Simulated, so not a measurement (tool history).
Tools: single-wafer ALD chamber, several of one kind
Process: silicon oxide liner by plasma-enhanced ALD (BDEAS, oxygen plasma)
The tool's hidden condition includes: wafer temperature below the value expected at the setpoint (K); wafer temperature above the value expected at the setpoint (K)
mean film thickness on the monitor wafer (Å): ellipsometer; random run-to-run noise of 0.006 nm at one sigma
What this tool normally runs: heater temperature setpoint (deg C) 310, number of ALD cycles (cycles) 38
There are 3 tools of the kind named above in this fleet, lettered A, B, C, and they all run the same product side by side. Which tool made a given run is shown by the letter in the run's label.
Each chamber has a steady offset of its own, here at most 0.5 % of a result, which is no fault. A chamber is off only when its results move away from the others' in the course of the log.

run   hour  heater temperature setpoint (deg C)  number of ALD cycles (cycles)  hours since the last thermocouple change  read-back reference wafer on the same gauge, thickness_nm  mean film thickness on the monitor wafer (Å)
 1A    8.0                                  310                             38                                     350.2                                                     3.2206                                        34.852
 2C   12.6                                  310                             38                                     571.3                                                     3.2207                                        34.992
 3B   20.6                                  310                             38                                     767.2                                                     3.2214                                        34.919
 4B   26.1                                  310                             38                                     772.7                                                     3.2232                                        34.892
 5A   34.2                                  310                             38                                     376.4                                                     3.2235                                        34.762
 6C   43.7                                  298                             45                                     602.4                                                     3.2243                                        42.319
 7C   49.5                                  298                             45                                     608.2                                                     3.2229                                        42.307
 8A   57.0                                  298                             45                                     399.2                                                     3.2236                                        42.428
 9B   62.8                                  310                             38                                     809.4                                                     3.2240                                        34.897
10A   70.9                                  310                             38                                     413.1                                                     3.2256                                        34.837
11C   78.4                                  310                             38                                     637.1                                                     3.2264                                        35.093
12B   86.2                                  310                             38                                     832.8                                                     3.2278                                        34.864
13A   92.6                                  310                             38                                     434.8                                                     3.2265                                        34.809
14B   98.1                                  310                             38                                     844.7                                                     3.2276                                        34.884
15C  105.8                                  310                             38                                     664.5                                                     3.2282                                        35.168
16A  110.4                                  310                             38                                     452.6                                                     3.2280                                        35.025
17C  115.5                                  310                             38                                     674.2                                                     3.2300                                        34.955
18B  122.0                                  310                             38                                     868.6                                                     3.2294                                        34.914
19C  126.3                                  310                             38                                     685.0                                                     3.2303                                        34.990
20B  131.2                                  302                             45                                     877.8                                                     3.2317                                        41.890
21A  138.8                                  302                             45                                     481.0                                                     3.2316                                        41.895
22C  145.3                                  302                             45                                     704.0                                                     3.2332                                        42.029
23A  150.1                                  310                             38                                     492.3                                                     3.2314                                        34.992
24B  157.3                                  310                             38                                     903.9                                                     3.2330                                        34.953
25A  164.3                                  310                             38                                     506.5                                                     3.2330                                        35.002
26B  173.8                                  310                             38                                     920.4                                                     3.2337                                        34.976
27C  179.4                                  310                             38                                     738.1                                                     3.2349                                        35.189
28B  187.3                                  310                             38                                     933.9                                                     3.2352                                        35.023
29A  195.1                                  310                             38                                     537.3                                                     3.2348                                        35.008
30C  199.5                                  310                             38                                     758.2                                                     3.2351                                        35.127
31A  207.6                                  310                             38                                     549.8                                                     3.2365                                        35.047
32C  215.1                                  310                             38                                     773.8                                                     3.2379                                        35.213
33B  220.0                                  310                             38                                     966.6                                                     3.2387                                        34.942
34C  224.6                                  310                             38                                     783.3                                                     3.2380                                        35.229
35A  231.4                                  310                             38                                     573.6                                                     3.2391                                        35.024
36B  240.2                                  310                             38                                     986.8                                                     3.2404                                        35.016
37C  246.4                                  310                             38                                     805.1                                                     3.2410                                        35.151
38A  255.4                                  300                             38                                     597.6                                                     3.2400                                        35.634
39B  261.9                                  300                             38                                    1008.5                                                     3.2403                                        35.530
40A  270.8                                  300                             38                                     613.0                                                     3.2426                                        35.589

Decide between three cases: one chamber stands off from its peers, the gauge reading all wafers drifts, or nothing is wrong past each chamber's small offset. Where a chamber is off, say which and what most likely put it there.

No chamber is off; the gauge reading every chamber's wafers drifts, which makes the whole fleet appear to move together.
Most likely cause: gauge reads high (%) = 0.701.
